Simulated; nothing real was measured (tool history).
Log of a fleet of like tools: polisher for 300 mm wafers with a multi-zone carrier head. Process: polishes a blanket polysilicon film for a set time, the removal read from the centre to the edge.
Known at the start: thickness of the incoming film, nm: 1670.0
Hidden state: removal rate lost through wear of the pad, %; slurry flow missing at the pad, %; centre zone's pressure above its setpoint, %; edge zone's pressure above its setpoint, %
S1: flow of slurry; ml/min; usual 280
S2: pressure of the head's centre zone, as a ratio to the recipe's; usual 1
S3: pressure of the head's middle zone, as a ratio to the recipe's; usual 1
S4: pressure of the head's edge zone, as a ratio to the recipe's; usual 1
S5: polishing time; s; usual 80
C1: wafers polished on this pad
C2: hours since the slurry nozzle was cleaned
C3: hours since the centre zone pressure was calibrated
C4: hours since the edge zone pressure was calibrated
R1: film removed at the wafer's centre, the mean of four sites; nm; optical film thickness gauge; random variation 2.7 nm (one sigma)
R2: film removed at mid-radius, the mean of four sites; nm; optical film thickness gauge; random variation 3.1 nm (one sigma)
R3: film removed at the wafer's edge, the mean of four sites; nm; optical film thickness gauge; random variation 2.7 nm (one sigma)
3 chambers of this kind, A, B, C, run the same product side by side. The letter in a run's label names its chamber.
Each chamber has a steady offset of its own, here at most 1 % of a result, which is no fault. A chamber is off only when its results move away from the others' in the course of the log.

run   hour   S1    S2    S3  S4   S5    C1     C2     C3     C4      R1      R2      R3
       1.5  -- chamber C: centre zone pressure recalibrated
 1A    5.5  280     1     1   1   80   507  312.5  655.8  118.5  438.65  434.32  439.35
 2C   11.7  280     1     1   1   80   416  468.5   10.3  613.4  436.43  441.78   436.6
 3B   16.5  280     1     1   1   80   356  188.6    377    804  434.29   433.9  433.91
 4B   21.2  280     1     1   1   80   385  193.3  381.7  808.7  436.16   434.3  437.71
 5A   24.9  280     1     1   1   80   626  331.9  675.2  137.9  435.51  441.75  437.22
 6C   31.1  280     1     1   1   80   535  487.9   29.7  632.8  438.06  433.66  440.65
      33.3  -- chamber B: slurry nozzle cleaned
 7B   34.6  280     1     1   1   80   467    1.4  395.1  822.1  438.72  436.72  434.27
 8C     39  280     1     1   1   80   583  495.8   37.6  640.7  433.99  438.05  444.06
 9A   42.9  280     1     1   1   80   736  349.9  693.2  155.9   435.8  435.73  441.06
10A   47.3  280     1     1   1   80   763  354.3  697.6  160.3  434.24  432.01   437.6
11C   54.2  280     1     1   1   80   676    511   52.8  655.9  441.06  442.07  437.07
12B     61  280     1     1   1   80   628   27.8  421.5  848.5  442.83  429.25  435.12
13A   68.2  280     1  0.95   1   80   891  375.2  718.5  181.2  435.65  412.63  434.31
14C   73.1  280     1  0.95   1   80   792  529.9   71.7  674.8     439  418.23  443.13
15B   79.7  280     1  0.95   1   80   743   46.5  440.2  867.2   440.7  416.07  433.86
16C   85.2  280     1     1   1   80   866    542   83.8  686.9  436.26  433.09  439.44
17B   88.4  280     1     1   1   80   796   55.2  448.9  875.9  444.79  434.71  431.23
18A   92.8  280     1     1   1   80  1041  399.8  743.1  205.8  435.74  436.51  438.73
19A   97.1  280     1     1   1  100  1068  404.1  747.4  210.1  540.31  542.55  548.63
20C  103.1  280     1     1   1  100   976  559.9  101.7  704.8  549.98  547.45  547.66
21B  107.2  280     1     1   1  100   911     74  467.7  894.7  559.95  536.72  539.89
22C  113.1  280     1     1   1   80  1037  569.9  111.7  714.8  437.85   431.4  439.05
     115.4  -- chamber B: worn pad replaced by a new one
     117.6  -- chamber C: worn pad replaced by a new one
23B  118.3  280     1     1   1   59    18   85.1  478.8  905.8  334.94  325.47  320.91
24A  123.7  280     1     1   1   59  1231  430.7    774  236.7  323.28  321.87   320.6
     124.8  -- chamber A: worn pad replaced by a new one
25C  128.1  280     1     1   1   59    64  584.9  126.7  729.8  321.91  321.95  325.15
26B  133.8  280     1     1   1   80   112  100.6  494.3  921.3  452.68  437.46  436.87
27A  137.1  280     1     1   1   80    75  444.1  787.4  250.1  434.25  435.24  435.38
28C  143.7  280     1     1   1   80   160  600.5  142.3  745.4  441.73  440.68  439.89
29A  151.2  280     1     1   1   80   162  458.2  801.5  264.2  436.39  435.87  440.05
30B  154.7  280     1     1   1   80   240  121.5  515.2  942.2  453.93  438.55  433.26
31C  159.3  280     1     1   1   80   255  616.1  157.9    761  436.46  434.18  443.39
32A  163.3  280     1     1   1   80   236  470.3  813.6  276.3  438.66  432.22  442.84
33B    169  280  1.09     1   1   99   328  135.8  529.5  956.5  622.57   537.2  542.29
34A  174.1  280  1.09     1   1   99   302  481.1  824.4  287.1  593.25  533.38  543.54
35C  181.3  280  1.09     1   1   99   390  638.1  179.9    783   595.6   538.8  544.55
36B  186.7  280  1.11     1   1   80   436  153.5  547.2  974.2   512.4  432.24  437.64
37A  193.3  280  1.11     1   1   80   419  500.3  843.6  306.3  487.23  440.29  436.39

All 3 chambers run these settings next. Forecast each chamber's results:
38A  198.6  280   1   1   1  80                   ?   ?   ?
38B  198.6  280   1   1   1  80                   ?   ?   ?
38C  198.6  280   1   1   1  80                   ?   ?   ?

run      R1      R2      R3
38A  435.92  430.11   437.4
38B   456.6   434.8  432.53
38C  433.63  434.92  440.89

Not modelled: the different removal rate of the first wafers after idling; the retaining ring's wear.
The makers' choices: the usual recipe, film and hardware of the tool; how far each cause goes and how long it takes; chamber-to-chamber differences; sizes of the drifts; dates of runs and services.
